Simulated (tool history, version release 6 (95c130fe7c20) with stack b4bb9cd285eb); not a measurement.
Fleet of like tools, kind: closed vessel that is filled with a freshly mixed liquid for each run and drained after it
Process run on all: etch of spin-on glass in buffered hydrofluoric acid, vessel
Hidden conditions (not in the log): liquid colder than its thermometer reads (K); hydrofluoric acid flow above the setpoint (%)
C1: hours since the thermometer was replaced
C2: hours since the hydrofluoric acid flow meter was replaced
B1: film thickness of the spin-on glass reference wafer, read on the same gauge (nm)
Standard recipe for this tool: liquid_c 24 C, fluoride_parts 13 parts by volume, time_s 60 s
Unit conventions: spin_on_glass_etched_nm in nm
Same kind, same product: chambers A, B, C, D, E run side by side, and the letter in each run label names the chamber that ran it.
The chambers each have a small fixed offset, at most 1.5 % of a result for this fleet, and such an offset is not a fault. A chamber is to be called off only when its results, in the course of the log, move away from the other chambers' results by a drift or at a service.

{"run": "1E", "hour": 7.8, "liquid_c": 24, "fluoride_parts": 13, "time_s": 60, "C1": 1024.9, "C2": 251.2, "B1": 89.998, "spin_on_glass_etched_nm": 157.67}
{"run": "2B", "hour": 21.5, "liquid_c": 24, "fluoride_parts": 13, "time_s": 60, "C1": 22.5, "C2": 1022.3, "B1": 89.97, "spin_on_glass_etched_nm": 159.51}
{"run": "3D", "hour": 31.3, "liquid_c": 24, "fluoride_parts": 13, "time_s": 60, "C1": 57.2, "C2": 411.9, "B1": 90.025, "spin_on_glass_etched_nm": 160.84}
{"run": "4A", "hour": 40.0, "liquid_c": 24, "fluoride_parts": 13, "time_s": 60, "C1": 1771.3, "C2": 438.6, "B1": 89.996, "spin_on_glass_etched_nm": 161.89}
{"run": "5C", "hour": 47.4, "liquid_c": 24, "fluoride_parts": 13, "time_s": 60, "C1": 869, "C2": 146.5, "B1": 89.988, "spin_on_glass_etched_nm": 159.22}
{"run": "6E", "hour": 55.7, "liquid_c": 24, "fluoride_parts": 13, "time_s": 60, "C1": 1072.8, "C2": 299.1, "B1": 90.001, "spin_on_glass_etched_nm": 160.24}
{"run": "7C", "hour": 65.0, "liquid_c": 24, "fluoride_parts": 13, "time_s": 60, "C1": 886.6, "C2": 164.1, "B1": 90.007, "spin_on_glass_etched_nm": 157.51}
{"run": "8D", "hour": 78.0, "liquid_c": 24, "fluoride_parts": 13, "time_s": 60, "C1": 103.9, "C2": 458.6, "B1": 90.011, "spin_on_glass_etched_nm": 159.4}
{"run": "9A", "hour": 87.6, "liquid_c": 24, "fluoride_parts": 8, "time_s": 60, "C1": 1818.9, "C2": 486.2, "B1": 90.01, "spin_on_glass_etched_nm": 244.51}
{"run": "10B", "hour": 94.7, "liquid_c": 24, "fluoride_parts": 8, "time_s": 60, "C1": 95.7, "C2": 1095.5, "B1": 90.001, "spin_on_glass_etched_nm": 248.63}
{"run": "11B", "hour": 104.0, "liquid_c": 24, "fluoride_parts": 8, "time_s": 60, "C1": 105, "C2": 1104.8, "B1": 89.993, "spin_on_glass_etched_nm": 247.02}
{"run": "12D", "hour": 111.6, "liquid_c": 24, "fluoride_parts": 8, "time_s": 60, "C1": 137.5, "C2": 492.2, "B1": 89.984, "spin_on_glass_etched_nm": 247.6}
{"run": "13C", "hour": 125.1, "liquid_c": 24, "fluoride_parts": 8, "time_s": 60, "C1": 946.7, "C2": 224.2, "B1": 89.973, "spin_on_glass_etched_nm": 252.28}
{"hour": 135.9, "done": "chamber A: thermometer replaced"}
{"run": "14A", "hour": 139.1, "liquid_c": 24, "fluoride_parts": 13, "time_s": 60, "C1": 3.2, "C2": 537.7, "B1": 89.975, "spin_on_glass_etched_nm": 158.06}
{"run": "15E", "hour": 148.5, "liquid_c": 28.5, "fluoride_parts": 13, "time_s": 85, "C1": 1165.6, "C2": 391.9, "B1": 89.967, "spin_on_glass_etched_nm": 284.57}
{"run": "16B", "hour": 157.3, "liquid_c": 28.5, "fluoride_parts": 13, "time_s": 85, "C1": 158.3, "C2": 1158.1, "B1": 90.02, "spin_on_glass_etched_nm": 281.86}
{"run": "17A", "hour": 169.7, "liquid_c": 28.5, "fluoride_parts": 13, "time_s": 85, "C1": 33.8, "C2": 568.3, "B1": 89.995, "spin_on_glass_etched_nm": 283.56}
{"run": "18C", "hour": 182.2, "liquid_c": 28.5, "fluoride_parts": 13, "time_s": 85, "C1": 1003.8, "C2": 281.3, "B1": 90.021, "spin_on_glass_etched_nm": 285.96}
{"run": "19E", "hour": 190.2, "liquid_c": 28.5, "fluoride_parts": 13, "time_s": 85, "C1": 1207.3, "C2": 433.6, "B1": 89.996, "spin_on_glass_etched_nm": 292.11}
{"run": "20D", "hour": 197.2, "liquid_c": 24, "fluoride_parts": 13, "time_s": 60, "C1": 223.1, "C2": 577.8, "B1": 90.035, "spin_on_glass_etched_nm": 161.36}
{"run": "21E", "hour": 206.1, "liquid_c": 24, "fluoride_parts": 13, "time_s": 60, "C1": 1223.2, "C2": 449.5, "B1": 90.019, "spin_on_glass_etched_nm": 160.29}
{"run": "22B", "hour": 218.6, "liquid_c": 24, "fluoride_parts": 13, "time_s": 60, "C1": 219.6, "C2": 1219.4, "B1": 90.016, "spin_on_glass_etched_nm": 157.73}
{"run": "23D", "hour": 227.1, "liquid_c": 24, "fluoride_parts": 13, "time_s": 60, "C1": 253, "C2": 607.7, "B1": 90.012, "spin_on_glass_etched_nm": 161.92}
{"run": "24A", "hour": 241.5, "liquid_c": 24, "fluoride_parts": 13, "time_s": 60, "C1": 105.6, "C2": 640.1, "B1": 90.01, "spin_on_glass_etched_nm": 158.46}
{"run": "25C", "hour": 252.7, "liquid_c": 24, "fluoride_parts": 13, "time_s": 60, "C1": 1074.3, "C2": 351.8, "B1": 89.999, "spin_on_glass_etched_nm": 161.07}
{"run": "26E", "hour": 260.8, "liquid_c": 24, "fluoride_parts": 13, "time_s": 60, "C1": 1277.9, "C2": 504.2, "B1": 89.985, "spin_on_glass_etched_nm": 158.95}
{"run": "27A", "hour": 270.7, "liquid_c": 24, "fluoride_parts": 13, "time_s": 60, "C1": 134.8, "C2": 669.3, "B1": 89.99, "spin_on_glass_etched_nm": 159.55}
{"run": "28B", "hour": 281.8, "liquid_c": 24, "fluoride_parts": 13, "time_s": 60, "C1": 282.8, "C2": 1282.6, "B1": 89.995, "spin_on_glass_etched_nm": 159.19}
{"run": "29D", "hour": 295.3, "liquid_c": 24, "fluoride_parts": 13, "time_s": 45, "C1": 321.2, "C2": 675.9, "B1": 90, "spin_on_glass_etched_nm": 122.39}
{"run": "30C", "hour": 307.7, "liquid_c": 24, "fluoride_parts": 13, "time_s": 45, "C1": 1129.3, "C2": 406.8, "B1": 90.002, "spin_on_glass_etched_nm": 117.89}
{"run": "31A", "hour": 319.2, "liquid_c": 24, "fluoride_parts": 13, "time_s": 45, "C1": 183.3, "C2": 717.8, "B1": 90.001, "spin_on_glass_etched_nm": 119.59}
{"run": "32B", "hour": 326.2, "liquid_c": 24, "fluoride_parts": 13, "time_s": 45, "C1": 327.2, "C2": 1327, "B1": 90, "spin_on_glass_etched_nm": 118.87}
{"run": "33C", "hour": 335.3, "liquid_c": 24, "fluoride_parts": 13, "time_s": 45, "C1": 1156.9, "C2": 434.4, "B1": 90.003, "spin_on_glass_etched_nm": 118.97}
{"run": "34D", "hour": 346.7, "liquid_c": 24, "fluoride_parts": 13, "time_s": 60, "C1": 372.6, "C2": 727.3, "B1": 90.016, "spin_on_glass_etched_nm": 168.62}
{"run": "35E", "hour": 354.5, "liquid_c": 24, "fluoride_parts": 13, "time_s": 60, "C1": 1371.6, "C2": 597.9, "B1": 89.996, "spin_on_glass_etched_nm": 158.77}
{"run": "36E", "hour": 368.3, "liquid_c": 24, "fluoride_parts": 13, "time_s": 60, "C1": 1385.4, "C2": 611.7, "B1": 90.005, "spin_on_glass_etched_nm": 158.22}
{"run": "37A", "hour": 380.1, "liquid_c": 24, "fluoride_parts": 13, "time_s": 60, "C1": 244.2, "C2": 778.7, "B1": 90.003, "spin_on_glass_etched_nm": 159.31}
{"run": "38C", "hour": 388.4, "liquid_c": 24, "fluoride_parts": 13, "time_s": 60, "C1": 1210, "C2": 487.5, "B1": 89.981, "spin_on_glass_etched_nm": 160.04}
{"run": "39B", "hour": 400.2, "liquid_c": 24, "fluoride_parts": 13, "time_s": 60, "C1": 401.2, "C2": 1401, "B1": 89.994, "spin_on_glass_etched_nm": 158.88}

Predict what each chamber gives when all 5 of them run the settings below next.
{"run": "40A", "hour": 410.6, "liquid_c": 24, "fluoride_parts": 13, "time_s": 60, "spin_on_glass_etched_nm": "?"}
{"run": "40B", "hour": 410.6, "liquid_c": 24, "fluoride_parts": 13, "time_s": 60, "spin_on_glass_etched_nm": "?"}
{"run": "40C", "hour": 410.6, "liquid_c": 24, "fluoride_parts": 13, "time_s": 60, "spin_on_glass_etched_nm": "?"}
{"run": "40D", "hour": 410.6, "liquid_c": 24, "fluoride_parts": 13, "time_s": 60, "spin_on_glass_etched_nm": "?"}
{"run": "40E", "hour": 410.6, "liquid_c": 24, "fluoride_parts": 13, "time_s": 60, "spin_on_glass_etched_nm": "?"}

run=40A spin_on_glass_etched_nm=159.08
run=40B spin_on_glass_etched_nm=155.82
run=40C spin_on_glass_etched_nm=157.82
run=40D spin_on_glass_etched_nm=168.93
run=40E spin_on_glass_etched_nm=158.57
